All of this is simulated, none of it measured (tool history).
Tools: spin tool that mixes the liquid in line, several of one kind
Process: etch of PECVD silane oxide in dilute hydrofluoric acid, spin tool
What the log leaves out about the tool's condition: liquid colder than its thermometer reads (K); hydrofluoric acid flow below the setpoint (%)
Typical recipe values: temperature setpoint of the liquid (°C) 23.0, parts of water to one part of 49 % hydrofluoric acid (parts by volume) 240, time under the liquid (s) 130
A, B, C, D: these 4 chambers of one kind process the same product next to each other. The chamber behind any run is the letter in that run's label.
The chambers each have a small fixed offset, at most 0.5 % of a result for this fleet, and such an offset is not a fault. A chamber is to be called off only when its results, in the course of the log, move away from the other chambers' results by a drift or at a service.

run	hour	temperature setpoint of the liquid (°C)	parts of water to one part of 49 % hydrofluoric acid (parts by volume)	time under the liquid (s)	hours since the thermometer was replaced	hours since the hydrofluoric acid flow meter was replaced	read-back film thickness of the PECVD silane oxide reference wafer, read on the same gauge (nm)	thickness taken off the PECVD silane oxide on a monitor wafer (Å)
1B	6.2	23.0	240	130	1372.1	742.2	110.03	113.080
2A	12.0	23.0	240	130	801.0	295.1	109.96	114.520
3D	17.6	23.0	240	130	1471.2	754.0	110.02	114.050
4C	20.7	23.0	240	130	285.3	304.2	110.00	112.730
5C	26.0	23.0	240	130	290.6	309.5	109.95	114.480
6A	28.9	23.0	240	130	817.9	312.0	109.98	114.780
7B	34.6	25.5	325	130	1400.5	770.6	109.97	84.438
8D	40.7	25.5	325	130	1494.3	777.1	109.99	86.003
9A	46.9	25.5	325	130	835.9	330.0	110.04	87.151
10D	52.4	25.5	325	130	1506.0	788.8	109.97	85.437
11B	55.9	23.0	240	130	1421.8	791.9	109.99	113.210
12C	61.0	23.0	140	130	325.6	344.5	109.97	218.540
13C	67.4	23.0	140	130	332.0	350.9	110.05	219.860
14D	73.7	23.0	140	130	1527.3	810.1	110.01	213.720
15B	79.8	23.0	140	130	1445.7	815.8	110.02	220.790
16A	85.3	23.0	240	130	874.3	368.4	109.96	113.690
17B	91.2	23.0	240	130	1457.1	827.2	109.96	112.370
18C	96.3	23.0	240	130	360.9	379.8	109.99	111.830
19D	100.0	23.0	240	130	1553.6	836.4	109.98	114.040
20A	106.3	23.0	240	130	895.3	389.4	109.99	113.760
21D	110.9	23.0	240	130	1564.5	847.3	110.00	113.080
22B	114.3	27.0	240	130	1480.2	850.3	109.98	132.540
23A	117.9	27.0	240	130	906.9	401.0	110.01	132.010
24C	122.0	27.0	240	130	386.6	405.5	110.00	125.810
25D	128.1	27.0	240	130	1581.7	864.5	110.01	133.050
26C	133.7	23.0	240	130	398.3	417.2	109.99	108.700
27A	137.2	23.0	240	130	926.2	420.3	109.99	112.440
28B	142.9	23.0	240	130	1508.8	878.9	110.02	113.480
29D	145.7	23.0	180	160	1599.3	882.1	109.99	201.240
30A	149.7	23.0	180	160	938.7	432.8	110.02	198.640
31B	155.4	23.0	180	160	1521.3	891.4	109.99	196.320
32C	159.3	23.0	180	160	423.9	442.8	110.00	182.580
33B	164.0	23.0	240	130	1529.9	900.0	109.99	111.180
34A	168.3	23.0	240	130	957.3	451.4	110.00	116.420

For the next run the whole fleet of 4 chambers uses the same settings. Give each chamber's results:
35A	172.9	23.0	240	130				?
35B	172.9	23.0	240	130				?
35C	172.9	23.0	240	130				?
35D	172.9	23.0	240	130				?

run	thickness taken off the PECVD silane oxide on a monitor wafer (Å)
35A	115.030
35B	113.400
35C	103.210
35D	114.080

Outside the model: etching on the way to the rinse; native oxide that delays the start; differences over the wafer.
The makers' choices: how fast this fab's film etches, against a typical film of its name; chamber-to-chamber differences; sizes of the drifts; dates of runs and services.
